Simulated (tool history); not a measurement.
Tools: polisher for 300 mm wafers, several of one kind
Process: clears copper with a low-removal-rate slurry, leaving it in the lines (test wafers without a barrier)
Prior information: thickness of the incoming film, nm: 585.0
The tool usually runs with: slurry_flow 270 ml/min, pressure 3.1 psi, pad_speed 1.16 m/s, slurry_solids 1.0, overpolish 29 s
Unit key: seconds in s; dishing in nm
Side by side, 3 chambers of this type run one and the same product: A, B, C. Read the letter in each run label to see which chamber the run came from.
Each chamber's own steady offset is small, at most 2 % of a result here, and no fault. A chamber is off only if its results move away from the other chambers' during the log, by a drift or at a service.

Run 1A, hour 5.7: usual settings. Result: seconds 161.01 s, dishing 60.698 nm.
Run 2B, hour 9.6: usual settings. Result: seconds 159.41 s, dishing 59.161 nm.
Run 3C, hour 13.8: usual settings. Result: seconds 167.36 s, dishing 63.532 nm.
At hour 14.9: chamber A: slurry nozzle cleaned.
Run 4C, hour 20.6: usual settings. Result: seconds 164.79 s, dishing 62.436 nm.
Run 5B, hour 25.1: usual settings. Result: seconds 155.58 s, dishing 60.677 nm.
Run 6A, hour 30.7: usual settings. Result: seconds 157.11 s, dishing 62.006 nm.
At hour 31.0: chamber C: worn pad replaced by a new one.
Run 7B, hour 36.2: usual settings. Result: seconds 157.39 s, dishing 58.844 nm.
Run 8C, hour 42.9: usual settings. Result: seconds 163.39 s, dishing 58.728 nm.
Run 9A, hour 46.9: usual settings but pad_speed 1.42 m/s, slurry_solids 1.2. Result: seconds 124.46 s, dishing 73.430 nm.
Run 10B, hour 53.9: usual settings but pad_speed 1.42 m/s, slurry_solids 1.2. Result: seconds 123.39 s, dishing 69.820 nm.
At hour 57.5: chamber A: worn pad replaced by a new one.
Run 11C, hour 58.4: usual settings but pad_speed 1.42 m/s, slurry_solids 1.2. Result: seconds 127.17 s, dishing 73.064 nm.
Run 12A, hour 62.6: usual settings. Result: seconds 160.78 s, dishing 62.259 nm.
Run 13C, hour 67.6: usual settings. Result: seconds 161.37 s, dishing 62.210 nm.
Run 14A, hour 74.6: usual settings. Result: seconds 162.51 s, dishing 61.502 nm.
Run 15B, hour 78.3: usual settings. Result: seconds 160.02 s, dishing 62.109 nm.
Run 16B, hour 85.5: usual settings. Result: seconds 159.96 s, dishing 60.990 nm.
Run 17C, hour 91.5: usual settings. Result: seconds 160.23 s, dishing 60.701 nm.
Run 18A, hour 95.5: usual settings. Result: seconds 162.28 s, dishing 60.435 nm.
Run 19C, hour 100.2: usual settings. Result: seconds 157.14 s, dishing 62.513 nm.
Run 20A, hour 103.7: usual settings. Result: seconds 160.91 s, dishing 60.109 nm.
Run 21B, hour 108.6: usual settings. Result: seconds 159.55 s, dishing 60.494 nm.
Run 22C, hour 113.4: usual settings. Result: seconds 155.64 s, dishing 62.531 nm.
Run 23A, hour 119.7: usual settings. Result: seconds 157.93 s, dishing 60.378 nm.
Run 24B, hour 125.0: usual settings. Result: seconds 156.36 s, dishing 62.011 nm.
Run 25A, hour 132.3: usual settings. Result: seconds 159.22 s, dishing 60.992 nm.
Run 26B, hour 137.8: usual settings. Result: seconds 159.32 s, dishing 58.094 nm.
Run 27C, hour 142.3: usual settings. Result: seconds 152.90 s, dishing 62.763 nm.
At hour 144.1: chamber B: worn pad replaced by a new one.
Run 28C, hour 148.4: usual settings. Result: seconds 158.01 s, dishing 64.949 nm.
Run 29A, hour 151.9: usual settings. Result: seconds 164.30 s, dishing 64.468 nm.
Run 30B, hour 157.7: usual settings. Result: seconds 159.42 s, dishing 60.463 nm.
Run 31B, hour 161.6: usual settings. Result: seconds 160.39 s, dishing 59.440 nm.
Run 32C, hour 168.0: usual settings. Result: seconds 153.37 s, dishing 64.049 nm.
Run 33A, hour 171.9: usual settings. Result: seconds 162.87 s, dishing 59.875 nm.
Run 34B, hour 177.0: usual settings. Result: seconds 156.18 s, dishing 61.291 nm.
At hour 177.9: chamber C: slurry blender recalibrated.
Run 35A, hour 181.2: usual settings. Result: seconds 159.52 s, dishing 60.950 nm.
Run 36C, hour 186.4: usual settings. Result: seconds 155.29 s, dishing 64.101 nm.
At hour 188.4: chamber A: worn pad replaced by a new one.
Run 37B, hour 192.4: usual settings. Result: seconds 157.10 s, dishing 60.596 nm.
Run 38A, hour 197.6: usual settings. Result: seconds 162.31 s, dishing 61.637 nm.
At hour 200.0: chamber C: worn pad replaced by a new one.
Run 39C, hour 201.6: usual settings. Result: seconds 149.67 s, dishing 67.440 nm.
Run 40A, hour 208.2: usual settings. Result: seconds 160.63 s, dishing 61.211 nm.
Run 41C, hour 214.3: usual settings. Result: seconds 153.14 s, dishing 68.264 nm.
Run 42B, hour 220.4: usual settings. Result: seconds 161.42 s, dishing 61.310 nm.
Run 43B, hour 228.0: usual settings. Result: seconds 160.94 s, dishing 60.535 nm.

Next, every chamber runs the same settings. What will each give?
Run 44A, hour 233.5: usual settings. Result: seconds ?, dishing ?.
Run 44B, hour 233.5: usual settings. Result: seconds ?, dishing ?.
Run 44C, hour 233.5: usual settings. Result: seconds ?, dishing ?.

run  seconds  dishing
44A   164.21   61.598
44B   156.95   62.620
44C   146.32   66.324

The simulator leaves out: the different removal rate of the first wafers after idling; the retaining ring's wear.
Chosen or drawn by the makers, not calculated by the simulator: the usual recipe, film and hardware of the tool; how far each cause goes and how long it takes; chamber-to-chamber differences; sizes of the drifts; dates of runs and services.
